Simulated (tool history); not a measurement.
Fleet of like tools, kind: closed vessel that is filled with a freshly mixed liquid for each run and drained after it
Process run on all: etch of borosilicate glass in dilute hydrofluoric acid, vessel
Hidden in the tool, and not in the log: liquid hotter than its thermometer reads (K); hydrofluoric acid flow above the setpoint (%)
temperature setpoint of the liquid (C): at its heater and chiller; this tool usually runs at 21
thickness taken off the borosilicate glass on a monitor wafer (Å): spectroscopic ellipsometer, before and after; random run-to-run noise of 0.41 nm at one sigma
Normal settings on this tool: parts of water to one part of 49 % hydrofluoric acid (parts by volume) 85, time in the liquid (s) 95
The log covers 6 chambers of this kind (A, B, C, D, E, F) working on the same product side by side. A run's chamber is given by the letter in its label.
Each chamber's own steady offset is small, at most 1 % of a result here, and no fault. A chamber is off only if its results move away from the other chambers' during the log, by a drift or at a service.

| run | hour | temperature setpoint of the liquid (C) | parts of water to one part of 49 % hydrofluoric acid (parts by volume) | time in the liquid (s) | hours since the thermometer was replaced | hours since the hydrofluoric acid flow meter was replaced | read-back film thickness of the borosilicate glass reference wafer, read on the same gauge (nm) | thickness taken off the borosilicate glass on a monitor wafer (Å) |
|---|---|---|---|---|---|---|---|---|
|  | 6.5 | chamber A: hydrofluoric acid flow meter replaced |
| 1E | 9.1 | 21 | 85 | 95 | 960.4 | 720.8 | 80.021 | 517.55 |
| 2F | 15.5 | 21 | 85 | 95 | 1089 | 353.2 | 79.954 | 516.42 |
| 3B | 23.9 | 21 | 85 | 95 | 1038.3 | 96.1 | 80.011 | 527.04 |
| 4C | 29 | 21 | 85 | 95 | 832.5 | 467.8 | 80.059 | 522.03 |
| 5A | 34.4 | 21 | 85 | 95 | 307.9 | 28 | 79.945 | 519.91 |
|  | 36.2 | chamber C: thermometer replaced |
| 6D | 42.4 | 21 | 85 | 95 | 1419.9 | 1480.5 | 80.003 | 526.19 |
| 7A | 51 | 21 | 110 | 95 | 324.5 | 44.6 | 80.002 | 394.47 |
| 8F | 57.2 | 21 | 110 | 95 | 1130.7 | 394.9 | 79.976 | 391.67 |
| 9B | 66.5 | 21 | 110 | 95 | 1080.9 | 138.7 | 80.002 | 390.52 |
| 10D | 77.1 | 21 | 110 | 95 | 1454.6 | 1515.2 | 79.961 | 386.36 |
| 11C | 82.8 | 21 | 110 | 95 | 46.6 | 521.6 | 80.078 | 383.26 |
| 12E | 87.8 | 21 | 110 | 95 | 1039.1 | 799.5 | 79.984 | 390.74 |
| 13A | 98.8 | 21 | 85 | 95 | 372.3 | 92.4 | 79.994 | 517.82 |
| 14F | 107.1 | 21 | 85 | 95 | 1180.6 | 444.8 | 80.013 | 521.37 |
| 15E | 115.6 | 21 | 85 | 95 | 1066.9 | 827.3 | 80.011 | 515.27 |
| 16C | 121.1 | 21 | 85 | 95 | 84.9 | 559.9 | 79.998 | 519.35 |
| 17D | 126 | 21 | 85 | 95 | 1503.5 | 1564.1 | 80.013 | 519.31 |
| 18B | 133.9 | 21 | 85 | 95 | 1148.3 | 206.1 | 79.973 | 534.09 |
| 19F | 140.8 | 21 | 85 | 95 | 1214.3 | 478.5 | 79.96 | 519.67 |
| 20E | 148.9 | 21 | 110 | 150 | 1100.2 | 860.6 | 79.997 | 631.22 |
| 21C | 159.7 | 21 | 110 | 150 | 123.5 | 598.5 | 79.98 | 621.31 |
| 22D | 167.7 | 21 | 110 | 150 | 1545.2 | 1605.8 | 79.955 | 630.02 |
| 23B | 173 | 21 | 110 | 150 | 1187.4 | 245.2 | 80.002 | 616.5 |
| 24A | 179.1 | 21 | 110 | 150 | 452.6 | 172.7 | 79.987 | 624.33 |
| 25F | 185.5 | 21 | 110 | 150 | 1259 | 523.2 | 79.986 | 609.64 |
| 26A | 190.3 | 21 | 85 | 95 | 463.8 | 183.9 | 80.009 | 522.09 |
| 27E | 198.3 | 21 | 85 | 95 | 1149.6 | 910 | 79.954 | 543.39 |
|  | 199.4 | chamber D: thermometer replaced |
| 28B | 205.8 | 21 | 85 | 95 | 1220.2 | 278 | 80.024 | 533.86 |
| 29D | 214.2 | 21 | 85 | 95 | 14.8 | 1652.3 | 79.996 | 519.69 |
| 30C | 219.2 | 21 | 85 | 95 | 183 | 658 | 80.015 | 517.45 |
| 31B | 228.1 | 21 | 85 | 95 | 1242.5 | 300.3 | 80.006 | 531.47 |
| 32E | 237.4 | 23.5 | 85 | 95 | 1188.7 | 949.1 | 80.007 | 607.38 |
| 33A | 242.4 | 23.5 | 85 | 95 | 515.9 | 236 | 79.987 | 586.23 |
| 34D | 248.9 | 23.5 | 85 | 95 | 49.5 | 1687 | 79.998 | 567.36 |
| 35C | 258.9 | 23.5 | 85 | 95 | 222.7 | 697.7 | 80.022 | 565.29 |
| 36F | 264.3 | 23.5 | 85 | 95 | 1337.8 | 602 | 79.924 | 577.25 |
| 37C | 273.5 | 23.5 | 85 | 95 | 237.3 | 712.3 | 80.015 | 571.99 |
| 38D | 281 | 21 | 85 | 95 | 81.6 | 1719.1 | 79.982 | 516.33 |
| 39A | 290 | 21 | 85 | 95 | 563.5 | 283.6 | 79.969 | 515.08 |
| 40E | 297.7 | 21 | 85 | 95 | 1249 | 1009.4 | 80.02 | 561.89 |
| 41B | 308.3 | 21 | 85 | 95 | 1322.7 | 380.5 | 80.049 | 521.81 |
| 42F | 313.5 | 21 | 85 | 95 | 1387 | 651.2 | 79.983 | 523.81 |
| 43E | 322 | 21 | 85 | 95 | 1273.3 | 1033.7 | 79.992 | 573.15 |

Is one chamber out of step, is the gauge drifting, or do the chambers differ by no more than their own small offsets? For an off chamber, give its letter and the likeliest cause.

Little by little, chamber E moves away from the other chambers.
What lies behind it: hydrofluoric acid flow above the setpoint (%) = 10.1.
With only this log, it may be confused with: liquid hotter than its thermometer reads (K).

Chamber E could run next with any of the 4 candidate recipes listed below; each alters the usual settings, and their results appear as question marks. Which one brings its results back in line with what the other chambers deliver on the usual settings?
Maximum distance from the other chambers' mean on the usual settings for a result to count as in line: thickness taken off the borosilicate glass on a monitor wafer (Å) 14
| 44E-1 | 329.9 | 21 | 90 | 85 |  |  |  | ? |
| 44E-2 | 329.9 | 21.5 | 75 | 95 |  |  |  | ? |
| 44E-3 | 329.9 | 18.5 | 85 | 95 |  |  |  | ? |
| 44E-4 | 329.9 | 23.5 | 85 | 95 |  |  |  | ? |

On the usual settings, the other chambers give on average: thickness taken off the borosilicate glass on a monitor wafer (Å) 519.82
| run | thickness taken off the borosilicate glass on a monitor wafer (Å) |
|---|---|
| 44E-1 | 484.61 |
| 44E-2 | 672.06 |
| 44E-3 | 519.61 |
| 44E-4 | 637.35 |
44E-3 is the one that brings the chamber's results back in line with the other chambers.
